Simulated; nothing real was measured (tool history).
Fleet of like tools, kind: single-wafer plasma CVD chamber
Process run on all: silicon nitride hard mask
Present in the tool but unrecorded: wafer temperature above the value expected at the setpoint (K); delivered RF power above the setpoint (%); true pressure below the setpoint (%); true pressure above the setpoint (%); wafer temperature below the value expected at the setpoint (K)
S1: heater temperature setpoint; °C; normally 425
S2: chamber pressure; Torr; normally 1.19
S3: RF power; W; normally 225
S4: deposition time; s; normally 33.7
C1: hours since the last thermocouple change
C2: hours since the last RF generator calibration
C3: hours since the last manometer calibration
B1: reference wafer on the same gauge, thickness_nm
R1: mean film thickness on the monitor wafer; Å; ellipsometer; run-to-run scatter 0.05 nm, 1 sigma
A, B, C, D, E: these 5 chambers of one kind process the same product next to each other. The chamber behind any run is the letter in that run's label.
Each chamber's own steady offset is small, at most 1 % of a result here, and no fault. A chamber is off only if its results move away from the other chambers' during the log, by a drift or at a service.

| run | hour | S1 | S2 | S3 | S4 | C1 | C2 | C3 | B1 | R1 |
|---|---|---|---|---|---|---|---|---|---|---|
| 1E | 3.6 | 425 | 1.19 | 225 | 33.7 | 972.2 | 1634.7 | 5.6 | 30.484 | 289.85 |
| 2A | 10.1 | 425 | 1.19 | 225 | 33.7 | 118.6 | 1476.3 | 2232.1 | 30.489 | 287.57 |
| 3C | 15.8 | 425 | 1.19 | 225 | 33.7 | 456.5 | 688.2 | 2867 | 30.488 | 284.53 |
| 4D | 21.5 | 425 | 1.19 | 225 | 33.7 | 30.3 | 1221.5 | 342.2 | 30.472 | 287.7 |
| 5B | 27 | 425 | 1.19 | 225 | 33.7 | 1078.6 | 604.8 | 115.2 | 30.466 | 286.16 |
| 6C | 31.7 | 425 | 1.19 | 225 | 33.7 | 472.4 | 704.1 | 2882.9 | 30.463 | 283.29 |
| 7E | 35.2 | 425 | 1.19 | 225 | 33.7 | 1003.8 | 1666.3 | 37.2 | 30.451 | 288.62 |
| 8B | 38.2 | 425 | 1.19 | 225 | 33.7 | 1089.8 | 616 | 126.4 | 30.441 | 285.52 |
| 9D | 41.1 | 425 | 1.19 | 225 | 33.7 | 49.9 | 1241.1 | 361.8 | 30.446 | 286.65 |
|  | 43.1 | chamber A: RF generator calibrated |
| 10A | 44.4 | 425 | 1.19 | 225 | 33.7 | 152.9 | 1.3 | 2266.4 | 30.432 | 286.88 |
| 11B | 50.6 | 425 | 1.19 | 225 | 33.7 | 1102.2 | 628.4 | 138.8 | 30.425 | 287.03 |
| 12E | 55 | 425 | 1.19 | 225 | 33.7 | 1023.6 | 1686.1 | 57 | 30.429 | 287.68 |
| 13D | 59.4 | 425 | 1.19 | 225 | 33.7 | 68.2 | 1259.4 | 380.1 | 30.415 | 286.65 |
| 14A | 63.2 | 425 | 1.19 | 225 | 33.7 | 171.7 | 20.1 | 2285.2 | 30.412 | 286.84 |
| 15C | 66.1 | 425 | 1.19 | 225 | 33.7 | 506.8 | 738.5 | 2917.3 | 30.416 | 282.84 |
| 16E | 71.4 | 425 | 1.19 | 225 | 33.7 | 1040 | 1702.5 | 73.4 | 30.414 | 288.07 |
| 17C | 77.7 | 425 | 1.19 | 225 | 33.7 | 518.4 | 750.1 | 2928.9 | 30.389 | 282.72 |
| 18D | 83.5 | 425 | 1.19 | 225 | 33.7 | 92.3 | 1283.5 | 404.2 | 30.391 | 286.96 |
| 19A | 89.8 | 425 | 1.19 | 225 | 33.7 | 198.3 | 46.7 | 2311.8 | 30.377 | 286.01 |
| 20B | 94.3 | 425 | 1.19 | 225 | 33.7 | 1145.9 | 672.1 | 182.5 | 30.376 | 286.33 |
| 21B | 100 | 412 | 1.19 | 225 | 33.7 | 1151.6 | 677.8 | 188.2 | 30.365 | 287.03 |
| 22C | 104.9 | 412 | 1.19 | 225 | 33.7 | 545.6 | 777.3 | 2956.1 | 30.36 | 285.31 |
| 23D | 111.5 | 412 | 1.19 | 225 | 33.7 | 120.3 | 1311.5 | 432.2 | 30.358 | 287.51 |
| 24E | 115 | 412 | 1.19 | 225 | 33.7 | 1083.6 | 1746.1 | 117 | 30.338 | 288.74 |
| 25A | 120.4 | 412 | 1.19 | 225 | 33.7 | 228.9 | 77.3 | 2342.4 | 30.338 | 287.66 |
| 26C | 124.3 | 425 | 1.19 | 225 | 33.7 | 565 | 796.7 | 2975.5 | 30.328 | 283.22 |
| 27B | 129.3 | 425 | 1.19 | 225 | 33.7 | 1180.9 | 707.1 | 217.5 | 30.328 | 285.35 |
| 28E | 132.2 | 425 | 1.19 | 225 | 33.7 | 1100.8 | 1763.3 | 134.2 | 30.317 | 286.62 |
| 29A | 135.3 | 425 | 1.19 | 225 | 33.7 | 243.8 | 92.2 | 2357.3 | 30.321 | 285.46 |
| 30D | 139 | 425 | 1.19 | 225 | 33.7 | 147.8 | 1339 | 459.7 | 30.321 | 286.08 |
| 31B | 142.9 | 425 | 1.19 | 225 | 33.7 | 1194.5 | 720.7 | 231.1 | 30.304 | 284.48 |
| 32E | 147.1 | 425 | 1.19 | 225 | 33.7 | 1115.7 | 1778.2 | 149.1 | 30.301 | 287.37 |
| 33A | 150.6 | 425 | 1.19 | 225 | 33.7 | 259.1 | 107.5 | 2372.6 | 30.296 | 286 |
|  | 151.4 | chamber C: capacitance manometer re-zeroed and calibrated |
|  | 152 | chamber D: RF generator calibrated |
| 34C | 154.9 | 425 | 1.19 | 225 | 33.7 | 595.6 | 827.3 | 3.5 | 30.293 | 283.12 |
| 35D | 159.9 | 425 | 1.19 | 225 | 33.7 | 168.7 | 8 | 480.6 | 30.296 | 285.47 |

Which is it: a chamber that has drifted or been left off by a service, a gauge drift common to all chambers, or only each chamber's usual small offset? If a chamber is off, name it and its likeliest cause.

Every chamber seems to shift together because the gauge that measures them all drifts; the chambers themselves are fine.
What lies behind it: gauge reads low (%) = 0.719.

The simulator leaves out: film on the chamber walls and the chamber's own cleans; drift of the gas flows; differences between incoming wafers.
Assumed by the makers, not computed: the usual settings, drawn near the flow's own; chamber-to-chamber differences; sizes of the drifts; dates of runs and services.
